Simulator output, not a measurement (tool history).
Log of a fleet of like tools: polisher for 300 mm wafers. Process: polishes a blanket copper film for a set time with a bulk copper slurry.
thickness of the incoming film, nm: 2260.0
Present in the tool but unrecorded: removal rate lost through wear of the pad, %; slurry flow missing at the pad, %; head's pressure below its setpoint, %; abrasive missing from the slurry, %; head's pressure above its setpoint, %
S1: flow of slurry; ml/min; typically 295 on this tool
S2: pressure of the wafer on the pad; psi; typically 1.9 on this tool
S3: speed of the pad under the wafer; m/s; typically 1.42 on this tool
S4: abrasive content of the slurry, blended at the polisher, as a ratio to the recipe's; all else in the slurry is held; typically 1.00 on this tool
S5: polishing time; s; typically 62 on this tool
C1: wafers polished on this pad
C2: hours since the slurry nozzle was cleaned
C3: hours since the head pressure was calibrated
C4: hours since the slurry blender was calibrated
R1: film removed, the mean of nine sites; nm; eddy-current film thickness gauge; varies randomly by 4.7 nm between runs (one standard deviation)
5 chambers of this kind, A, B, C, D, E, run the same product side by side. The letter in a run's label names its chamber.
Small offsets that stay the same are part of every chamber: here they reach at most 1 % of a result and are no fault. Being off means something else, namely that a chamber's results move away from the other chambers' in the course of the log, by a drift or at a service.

| run | day | S1 | S2 | S3 | S4 | S5 | C1 | C2 | C3 | C4 | R1 |
|---|---|---|---|---|---|---|---|---|---|---|---|
| 1A | 0.258 | 295 | 1.9 | 1.42 | 1.00 | 62 | 741 | 35.1 | 846.0 | 230.9 | 649.34 |
|  | 0.438 | chamber D: worn pad replaced by a new one |
| 2D | 0.492 | 295 | 1.9 | 1.42 | 1.00 | 62 | 8 | 229.3 | 770.9 | 86.1 | 659.86 |
| 3E | 0.658 | 295 | 1.9 | 1.42 | 1.00 | 62 | 201 | 160.2 | 572.7 | 50.5 | 653.03 |
| 4B | 0.871 | 295 | 1.9 | 1.42 | 1.00 | 62 | 345 | 24.5 | 286.4 | 289.9 | 651.93 |
| 5C | 1.129 | 295 | 1.9 | 1.42 | 1.00 | 62 | 751 | 100.2 | 491.3 | 163.3 | 655.23 |
| 6B | 1.288 | 295 | 1.9 | 1.42 | 0.85 | 62 | 406 | 34.5 | 296.4 | 299.9 | 618.08 |
| 7E | 1.567 | 295 | 1.9 | 1.42 | 0.85 | 62 | 335 | 182.0 | 594.5 | 72.3 | 633.51 |
| 8C | 1.758 | 295 | 1.9 | 1.42 | 0.85 | 62 | 844 | 115.3 | 506.4 | 178.4 | 635.23 |
|  | 1.892 | chamber A: worn pad replaced by a new one |
| 9A | 1.946 | 295 | 1.9 | 1.42 | 0.85 | 62 | 8 | 75.6 | 886.5 | 271.4 | 630.33 |
|  | 1.962 | chamber C: worn pad replaced by a new one |
| 10D | 2.225 | 295 | 1.9 | 1.42 | 0.85 | 62 | 263 | 270.9 | 812.5 | 127.7 | 625.70 |
|  | 2.246 | chamber B: slurry blender recalibrated |
|  | 2.267 | chamber A: head pressure recalibrated |
| 11C | 2.483 | 295 | 1.9 | 1.42 | 1.00 | 62 | 76 | 132.7 | 523.8 | 195.8 | 655.34 |
| 12B | 2.617 | 295 | 1.9 | 1.42 | 1.00 | 62 | 602 | 66.4 | 328.3 | 8.9 | 652.97 |
|  | 2.696 | chamber E: worn pad replaced by a new one |
| 13E | 2.817 | 295 | 1.9 | 1.42 | 1.00 | 62 | 18 | 212.0 | 624.5 | 102.3 | 656.72 |
| 14D | 3.029 | 295 | 1.9 | 1.42 | 1.00 | 62 | 382 | 290.2 | 831.8 | 147.0 | 652.70 |
| 15A | 3.317 | 360 | 1.9 | 1.42 | 1.00 | 62 | 210 | 108.5 | 25.2 | 304.3 | 657.22 |
|  | 3.538 | chamber B: worn pad replaced by a new one |
| 16A | 3.538 | 360 | 1.9 | 1.42 | 1.00 | 62 | 242 | 113.8 | 30.5 | 309.6 | 650.70 |
| 17C | 3.750 | 360 | 1.9 | 1.42 | 1.00 | 62 | 263 | 163.1 | 554.2 | 226.2 | 659.02 |
| 18D | 3.925 | 360 | 1.9 | 1.42 | 1.00 | 62 | 514 | 311.7 | 853.3 | 168.5 | 673.60 |
| 19E | 4.088 | 360 | 1.9 | 1.42 | 1.00 | 62 | 205 | 242.5 | 655.0 | 132.8 | 664.72 |
| 20B | 4.325 | 295 | 1.9 | 1.42 | 1.00 | 62 | 116 | 107.4 | 369.3 | 49.9 | 650.85 |
| 21A | 4.512 | 295 | 1.9 | 1.42 | 1.00 | 62 | 386 | 137.2 | 53.9 | 333.0 | 636.16 |
| 22C | 4.712 | 295 | 1.9 | 1.42 | 1.00 | 62 | 405 | 186.2 | 577.3 | 249.3 | 650.62 |
| 23B | 4.971 | 295 | 1.9 | 1.42 | 1.00 | 62 | 211 | 122.9 | 384.8 | 65.4 | 653.16 |
| 24D | 5.200 | 295 | 1.9 | 1.42 | 1.00 | 62 | 702 | 342.3 | 883.9 | 199.1 | 666.20 |
| 25E | 5.354 | 295 | 1.9 | 1.42 | 1.00 | 62 | 392 | 272.9 | 685.4 | 163.2 | 650.79 |
|  | 5.504 | chamber B: head pressure recalibrated |
| 26B | 5.621 | 295 | 1.9 | 1.42 | 1.00 | 62 | 307 | 138.5 | 2.9 | 81.0 | 657.74 |
|  | 5.683 | chamber D: worn pad replaced by a new one |
|  | 5.833 | chamber E: worn pad replaced by a new one |
| 27E | 5.850 | 295 | 1.9 | 1.42 | 1.00 | 62 | 2 | 284.8 | 697.3 | 175.1 | 661.34 |
| 28C | 5.992 | 295 | 1.9 | 1.42 | 1.00 | 62 | 594 | 216.9 | 608.0 | 280.0 | 638.70 |
| 29A | 6.279 | 295 | 1.9 | 1.42 | 1.00 | 62 | 646 | 179.6 | 96.3 | 375.4 | 628.65 |
| 30D | 6.483 | 295 | 1.9 | 1.42 | 1.00 | 62 | 118 | 373.1 | 914.7 | 229.9 | 660.13 |
| 31B | 6.771 | 295 | 1.9 | 1.42 | 1.00 | 62 | 477 | 166.1 | 30.5 | 108.6 | 650.23 |
| 32E | 7.017 | 295 | 1.9 | 1.42 | 1.00 | 62 | 174 | 312.8 | 725.3 | 203.1 | 662.84 |
| 33C | 7.212 | 295 | 1.9 | 1.42 | 1.00 | 62 | 773 | 246.2 | 637.3 | 309.3 | 647.69 |
|  | 7.433 | chamber C: worn pad replaced by a new one |
| 34A | 7.492 | 295 | 1.9 | 1.42 | 1.00 | 62 | 825 | 208.7 | 125.4 | 404.5 | 620.13 |
| 35D | 7.771 | 295 | 1.9 | 1.42 | 1.00 | 62 | 307 | 404.0 | 945.6 | 260.8 | 654.34 |
|  | 7.808 | chamber E: slurry blender recalibrated |
| 36A | 7.908 | 295 | 1.9 | 1.42 | 1.00 | 62 | 886 | 218.7 | 135.4 | 414.5 | 624.19 |
| 37E | 8.192 | 295 | 1.9 | 1.42 | 1.00 | 62 | 348 | 341.0 | 753.5 | 9.2 | 655.00 |
| 38C | 8.462 | 295 | 1.9 | 1.42 | 1.00 | 62 | 152 | 276.2 | 667.3 | 339.3 | 650.80 |
|  | 8.542 | chamber B: worn pad replaced by a new one |
| 39B | 8.725 | 295 | 1.9 | 1.42 | 1.00 | 62 | 27 | 213.0 | 77.4 | 155.5 | 650.58 |
| 40D | 8.954 | 295 | 1.9 | 1.42 | 1.00 | 62 | 482 | 432.4 | 974.0 | 289.2 | 667.89 |
|  | 9.008 | chamber D: slurry blender recalibrated |
| 41D | 9.221 | 295 | 1.9 | 1.42 | 1.00 | 62 | 521 | 438.8 | 980.4 | 5.2 | 659.09 |
| 42B | 9.446 | 295 | 1.9 | 1.42 | 1.00 | 62 | 133 | 230.3 | 94.7 | 172.8 | 643.12 |
| 43A | 9.621 | 295 | 1.9 | 1.42 | 1.00 | 62 | 1139 | 259.8 | 176.5 | 455.6 | 622.55 |

Which is it: a chamber that has drifted or been left off by a service, a gauge drift common to all chambers, or only each chamber's usual small offset? If a chamber is off, name it and its likeliest cause.

It is chamber A that slowly wanders off from its peers.
Most likely cause: abrasive missing from the slurry, % = 25.7.
The log may not tell that from: slurry flow missing at the pad, %.

Below are 4 candidate recipes for chamber A's next run, each the usual settings with a change, their results shown as question marks. Which of them brings A's results back in line with what the other chambers give on the usual settings?
Counts as in line when no further than this from what the other chambers average on the usual settings: R1 16.00 nm
| 44A-1 | 9.829 | 295 | 1.9 | 1.38 | 1.00 | 60 |  |  |  |  | ? |
| 44A-2 | 9.829 | 300 | 1.9 | 1.58 | 1.00 | 62 |  |  |  |  | ? |
| 44A-3 | 9.829 | 295 | 1.9 | 1.42 | 1.00 | 66 |  |  |  |  | ? |
| 44A-4 | 9.829 | 290 | 1.9 | 1.28 | 1.00 | 62 |  |  |  |  | ? |

The other chambers' mean on the usual settings: R1 652.72 nm
| run | R1 |
|---|---|
| 44A-1 | 574.90 |
| 44A-2 | 682.53 |
| 44A-3 | 651.00 |
| 44A-4 | 549.48 |
The answer is 44A-3, which returns the chamber to within the allowed miss of the others.
